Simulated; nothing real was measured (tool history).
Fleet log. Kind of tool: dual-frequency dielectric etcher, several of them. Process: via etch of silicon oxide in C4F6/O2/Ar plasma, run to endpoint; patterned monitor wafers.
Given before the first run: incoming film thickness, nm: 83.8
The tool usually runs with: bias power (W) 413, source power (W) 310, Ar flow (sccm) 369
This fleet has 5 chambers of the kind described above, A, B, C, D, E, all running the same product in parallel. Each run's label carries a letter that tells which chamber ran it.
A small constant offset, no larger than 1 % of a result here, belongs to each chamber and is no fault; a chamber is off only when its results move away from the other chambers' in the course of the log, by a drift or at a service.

run	day	bias power (W)	source power (W)	Ar flow (sccm)	endpoint time (s)
1B	0.1	413	310	369	22.442
# day 0.221: chamber E: wet clean of the chamber
2C	0.292	413	310	369	22.394
3D	0.438	413	310	369	22.37
4E	0.633	413	310	369	22.162
5A	0.771	413	310	369	22.345
6E	0.858	413	310	369	22.08
7D	1.029	413	310	369	22.369
8C	1.162	335	310	410	24.685
9A	1.333	335	310	410	24.331
10B	1.442	335	310	410	24.509
11C	1.592	335	310	410	24.609
12D	1.717	335	310	410	24.297
13B	1.829	413	310	369	22.332
14E	1.954	413	310	369	22.196
15A	2.05	413	310	369	22.27
16B	2.233	413	310	369	22.433
17E	2.412	413	310	369	22.129
18C	2.604	413	310	369	22.501
19D	2.696	413	310	369	22.527
# day 2.812: chamber C: wet clean of the chamber
20A	2.821	413	310	369	22.174
21A	2.929	338	310	294	23.483
22D	3.029	338	310	294	23.29
# day 3.104: chamber D: wet clean of the chamber
23B	3.183	338	310	294	23.612
24C	3.342	338	310	294	23.643
# day 3.371: chamber E: source power generator calibrated
25E	3.488	338	310	294	23.141
26E	3.612	461	270	369	22.448
27A	3.754	461	270	369	22.515
28B	3.908	461	270	369	22.664
29C	4.092	461	270	369	22.591
30D	4.271	461	270	369	22.594
31E	4.45	413	310	369	22.208
32B	4.542	413	310	369	22.216
33C	4.712	413	310	369	22.369
34A	4.867	413	310	369	22.339
35D	4.962	413	310	369	22.272
36A	5.133	413	310	369	22.27
37E	5.221	413	310	369	22.118
38D	5.325	413	310	369	22.313
39C	5.512	413	310	369	22.377
40B	5.692	413	310	369	22.605
41E	5.779	413	350	441	21.44
42C	5.921	413	350	441	21.942

Does one chamber stand apart from the rest, does the shared gauge drift, or is all well apart from small per-chamber offsets? Give the chamber and the most likely cause, where there is one.

Nothing is wrong: each chamber keeps only its own small, steady offset and the gauge holds still.
